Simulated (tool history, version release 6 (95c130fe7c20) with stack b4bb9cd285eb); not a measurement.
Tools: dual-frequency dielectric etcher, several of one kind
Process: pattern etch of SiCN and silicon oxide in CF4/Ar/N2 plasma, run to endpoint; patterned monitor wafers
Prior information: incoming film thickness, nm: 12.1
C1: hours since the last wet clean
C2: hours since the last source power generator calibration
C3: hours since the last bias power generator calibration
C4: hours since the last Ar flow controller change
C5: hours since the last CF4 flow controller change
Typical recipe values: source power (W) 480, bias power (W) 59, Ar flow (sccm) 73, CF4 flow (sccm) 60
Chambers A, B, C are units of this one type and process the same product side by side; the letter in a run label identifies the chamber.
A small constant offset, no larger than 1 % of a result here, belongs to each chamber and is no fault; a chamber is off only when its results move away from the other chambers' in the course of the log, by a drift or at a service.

run 1C hour=15.6 | source_power_(W)=480 bias_power_(W)=59 Ar_flow_(sccm)=73 CF4_flow_(sccm)=60 | C1=101.3 C2=2993.8 C3=1468.9 C4=1983.7 C5=249.0 | endpoint_time_(s)=13.842
run 2A hour=26.1 | source_power_(W)=480 bias_power_(W)=59 Ar_flow_(sccm)=73 CF4_flow_(sccm)=60 | C1=109.2 C2=108.1 C3=2752.5 C4=1670.3 C5=1112.3 | endpoint_time_(s)=13.942
run 3B hour=37.1 | source_power_(W)=480 bias_power_(W)=59 Ar_flow_(sccm)=73 CF4_flow_(sccm)=60 | C1=157.8 C2=234.5 C3=273.3 C4=2841.8 C5=935.8 | endpoint_time_(s)=13.815
run 4A hour=46.9 | source_power_(W)=480 bias_power_(W)=59 Ar_flow_(sccm)=73 CF4_flow_(sccm)=60 | C1=130.0 C2=128.9 C3=2773.3 C4=1691.1 C5=1133.1 | endpoint_time_(s)=13.915
run 5C hour=62.6 | source_power_(W)=480 bias_power_(W)=59 Ar_flow_(sccm)=73 CF4_flow_(sccm)=60 | C1=148.3 C2=3040.8 C3=1515.9 C4=2030.7 C5=296.0 | endpoint_time_(s)=13.798
run 6B hour=74.9 | source_power_(W)=480 bias_power_(W)=59 Ar_flow_(sccm)=73 CF4_flow_(sccm)=60 | C1=195.6 C2=272.3 C3=311.1 C4=2879.6 C5=973.6 | endpoint_time_(s)=13.746
run 7B hour=85.6 | source_power_(W)=480 bias_power_(W)=59 Ar_flow_(sccm)=73 CF4_flow_(sccm)=60 | C1=206.3 C2=283.0 C3=321.8 C4=2890.3 C5=984.3 | endpoint_time_(s)=13.728
run 8A hour=97.4 | source_power_(W)=480 bias_power_(W)=59 Ar_flow_(sccm)=73 CF4_flow_(sccm)=60 | C1=180.5 C2=179.4 C3=2823.8 C4=1741.6 C5=1183.6 | endpoint_time_(s)=14.015
run 9C hour=104.3 | source_power_(W)=480 bias_power_(W)=59 Ar_flow_(sccm)=73 CF4_flow_(sccm)=60 | C1=190.0 C2=3082.5 C3=1557.6 C4=2072.4 C5=337.7 | endpoint_time_(s)=13.722
run 10B hour=119.5 | source_power_(W)=480 bias_power_(W)=59 Ar_flow_(sccm)=73 CF4_flow_(sccm)=60 | C1=240.2 C2=316.9 C3=355.7 C4=2924.2 C5=1018.2 | endpoint_time_(s)=13.808
run 11C hour=135.2 | source_power_(W)=480 bias_power_(W)=59 Ar_flow_(sccm)=73 CF4_flow_(sccm)=60 | C1=220.9 C2=3113.4 C3=1588.5 C4=2103.3 C5=368.6 | endpoint_time_(s)=13.717
run 12A hour=143.1 | source_power_(W)=480 bias_power_(W)=59 Ar_flow_(sccm)=64 CF4_flow_(sccm)=50 | C1=226.2 C2=225.1 C3=2869.5 C4=1787.3 C5=1229.3 | endpoint_time_(s)=14.070
run 13C hour=156.1 | source_power_(W)=480 bias_power_(W)=59 Ar_flow_(sccm)=64 CF4_flow_(sccm)=50 | C1=241.8 C2=3134.3 C3=1609.4 C4=2124.2 C5=389.5 | endpoint_time_(s)=13.906
-- hour=158.3 chamber C: source power generator calibrated
run 14A hour=165.2 | source_power_(W)=480 bias_power_(W)=59 Ar_flow_(sccm)=64 CF4_flow_(sccm)=50 | C1=248.3 C2=247.2 C3=2891.6 C4=1809.4 C5=1251.4 | endpoint_time_(s)=14.049
run 15B hour=175.9 | source_power_(W)=480 bias_power_(W)=59 Ar_flow_(sccm)=73 CF4_flow_(sccm)=60 | C1=296.6 C2=373.3 C3=412.1 C4=2980.6 C5=1074.6 | endpoint_time_(s)=13.786
-- hour=185.1 chamber A: Ar flow controller replaced
run 16C hour=188.6 | source_power_(W)=480 bias_power_(W)=59 Ar_flow_(sccm)=73 CF4_flow_(sccm)=60 | C1=274.3 C2=30.3 C3=1641.9 C4=2156.7 C5=422.0 | endpoint_time_(s)=13.454
run 17B hour=199.4 | source_power_(W)=480 bias_power_(W)=59 Ar_flow_(sccm)=73 CF4_flow_(sccm)=60 | C1=320.1 C2=396.8 C3=435.6 C4=3004.1 C5=1098.1 | endpoint_time_(s)=13.758
run 18A hour=208.5 | source_power_(W)=480 bias_power_(W)=59 Ar_flow_(sccm)=73 CF4_flow_(sccm)=60 | C1=291.6 C2=290.5 C3=2934.9 C4=23.5 C5=1294.7 | endpoint_time_(s)=13.928
run 19A hour=221.6 | source_power_(W)=480 bias_power_(W)=59 Ar_flow_(sccm)=73 CF4_flow_(sccm)=60 | C1=304.7 C2=303.6 C3=2948.0 C4=36.6 C5=1307.8 | endpoint_time_(s)=14.010
run 20B hour=232.9 | source_power_(W)=480 bias_power_(W)=59 Ar_flow_(sccm)=73 CF4_flow_(sccm)=60 | C1=353.6 C2=430.3 C3=469.1 C4=3037.6 C5=1131.6 | endpoint_time_(s)=13.796
-- hour=234.9 chamber A: wet clean of the chamber
run 21C hour=245.7 | source_power_(W)=480 bias_power_(W)=59 Ar_flow_(sccm)=73 CF4_flow_(sccm)=60 | C1=331.4 C2=87.4 C3=1699.0 C4=2213.8 C5=479.1 | endpoint_time_(s)=13.416
run 22C hour=261.4 | source_power_(W)=480 bias_power_(W)=59 Ar_flow_(sccm)=73 CF4_flow_(sccm)=60 | C1=347.1 C2=103.1 C3=1714.7 C4=2229.5 C5=494.8 | endpoint_time_(s)=13.504
run 23A hour=276.1 | source_power_(W)=480 bias_power_(W)=59 Ar_flow_(sccm)=73 CF4_flow_(sccm)=60 | C1=41.3 C2=358.1 C3=3002.5 C4=91.1 C5=1362.3 | endpoint_time_(s)=13.925
-- hour=285.1 chamber B: wet clean of the chamber
run 24B hour=286.2 | source_power_(W)=480 bias_power_(W)=59 Ar_flow_(sccm)=58 CF4_flow_(sccm)=71 | C1=1.2 C2=483.6 C3=522.4 C4=3090.9 C5=1184.9 | endpoint_time_(s)=13.044
run 25C hour=298.3 | source_power_(W)=480 bias_power_(W)=59 Ar_flow_(sccm)=58 CF4_flow_(sccm)=71 | C1=384.0 C2=140.0 C3=1751.6 C4=2266.4 C5=531.7 | endpoint_time_(s)=12.710
run 26B hour=309.8 | source_power_(W)=480 bias_power_(W)=59 Ar_flow_(sccm)=58 CF4_flow_(sccm)=71 | C1=24.8 C2=507.2 C3=546.0 C4=3114.5 C5=1208.5 | endpoint_time_(s)=13.012
run 27A hour=319.2 | source_power_(W)=480 bias_power_(W)=59 Ar_flow_(sccm)=73 CF4_flow_(sccm)=60 | C1=84.4 C2=401.2 C3=3045.6 C4=134.2 C5=1405.4 | endpoint_time_(s)=13.918
run 28A hour=332.8 | source_power_(W)=480 bias_power_(W)=59 Ar_flow_(sccm)=73 CF4_flow_(sccm)=60 | C1=98.0 C2=414.8 C3=3059.2 C4=147.8 C5=1419.0 | endpoint_time_(s)=13.967
run 29C hour=346.4 | source_power_(W)=480 bias_power_(W)=59 Ar_flow_(sccm)=73 CF4_flow_(sccm)=60 | C1=432.1 C2=188.1 C3=1799.7 C4=2314.5 C5=579.8 | endpoint_time_(s)=13.406
run 30B hour=359.2 | source_power_(W)=480 bias_power_(W)=59 Ar_flow_(sccm)=73 CF4_flow_(sccm)=60 | C1=74.2 C2=556.6 C3=595.4 C4=3163.9 C5=1257.9 | endpoint_time_(s)=13.782
run 31A hour=366.2 | source_power_(W)=480 bias_power_(W)=59 Ar_flow_(sccm)=73 CF4_flow_(sccm)=60 | C1=131.4 C2=448.2 C3=3092.6 C4=181.2 C5=1452.4 | endpoint_time_(s)=14.018
run 32C hour=379.7 | source_power_(W)=480 bias_power_(W)=59 Ar_flow_(sccm)=73 CF4_flow_(sccm)=60 | C1=465.4 C2=221.4 C3=1833.0 C4=2347.8 C5=613.1 | endpoint_time_(s)=13.452
run 33B hour=391.0 | source_power_(W)=480 bias_power_(W)=59 Ar_flow_(sccm)=73 CF4_flow_(sccm)=60 | C1=106.0 C2=588.4 C3=627.2 C4=3195.7 C5=1289.7 | endpoint_time_(s)=13.784
run 34C hour=399.2 | source_power_(W)=480 bias_power_(W)=59 Ar_flow_(sccm)=73 CF4_flow_(sccm)=60 | C1=484.9 C2=240.9 C3=1852.5 C4=2367.3 C5=632.6 | endpoint_time_(s)=13.493
run 35B hour=408.2 | source_power_(W)=480 bias_power_(W)=59 Ar_flow_(sccm)=73 CF4_flow_(sccm)=60 | C1=123.2 C2=605.6 C3=644.4 C4=3212.9 C5=1306.9 | endpoint_time_(s)=13.783
run 36A hour=417.3 | source_power_(W)=480 bias_power_(W)=59 Ar_flow_(sccm)=73 CF4_flow_(sccm)=60 | C1=182.5 C2=499.3 C3=3143.7 C4=232.3 C5=1503.5 | endpoint_time_(s)=13.941
run 37B hour=425.7 | source_power_(W)=550 bias_power_(W)=45 Ar_flow_(sccm)=73 CF4_flow_(sccm)=60 | C1=140.7 C2=623.1 C3=661.9 C4=3230.4 C5=1324.4 | endpoint_time_(s)=13.250
run 38C hour=434.2 | source_power_(W)=550 bias_power_(W)=45 Ar_flow_(sccm)=73 CF4_flow_(sccm)=60 | C1=519.9 C2=275.9 C3=1887.5 C4=2402.3 C5=667.6 | endpoint_time_(s)=13.026
-- hour=445.3 chamber C: bias power generator calibrated
run 39A hour=449.6 | source_power_(W)=550 bias_power_(W)=45 Ar_flow_(sccm)=73 CF4_flow_(sccm)=60 | C1=214.8 C2=531.6 C3=3176.0 C4=264.6 C5=1535.8 | endpoint_time_(s)=13.404
run 40C hour=458.8 | source_power_(W)=480 bias_power_(W)=59 Ar_flow_(sccm)=73 CF4_flow_(sccm)=60 | C1=544.5 C2=300.5 C3=13.5 C4=2426.9 C5=692.2 | endpoint_time_(s)=13.484

Which is it: a chamber that has drifted or been left off by a service, a gauge drift common to all chambers, or only each chamber's usual small offset? If a chamber is off, name it and its likeliest cause.

Chamber C came out of a service off from its peers and stayed that way.
Cause: source power that arrives over what is set, % = 2.58.

Which of the 4 candidates below, each the usual settings with something changed and its results left as question marks, puts chamber C back in line with what the other chambers give on the usual settings?
To be in line, a result may differ from the other chambers' mean on the usual settings by at most: endpoint time (s) 0.160
run 41C-1 hour=470.2 | source_power_(W)=470 bias_power_(W)=58 Ar_flow_(sccm)=73 CF4_flow_(sccm)=60 | endpoint_time_(s)=?
run 41C-2 hour=470.2 | source_power_(W)=480 bias_power_(W)=59 Ar_flow_(sccm)=73 CF4_flow_(sccm)=57 | endpoint_time_(s)=?
run 41C-3 hour=470.2 | source_power_(W)=480 bias_power_(W)=60 Ar_flow_(sccm)=73 CF4_flow_(sccm)=61 | endpoint_time_(s)=?
run 41C-4 hour=470.2 | source_power_(W)=480 bias_power_(W)=59 Ar_flow_(sccm)=67 CF4_flow_(sccm)=65 | endpoint_time_(s)=?

Usual-settings mean across the other chambers: endpoint time (s) 13.854
run=41C-1 endpoint_time_(s)=13.811
run=41C-2 endpoint_time_(s)=13.594
run=41C-3 endpoint_time_(s)=13.380
run=41C-4 endpoint_time_(s)=13.149
The right change is 41C-1: it brings the chamber back within the allowed miss of the others.
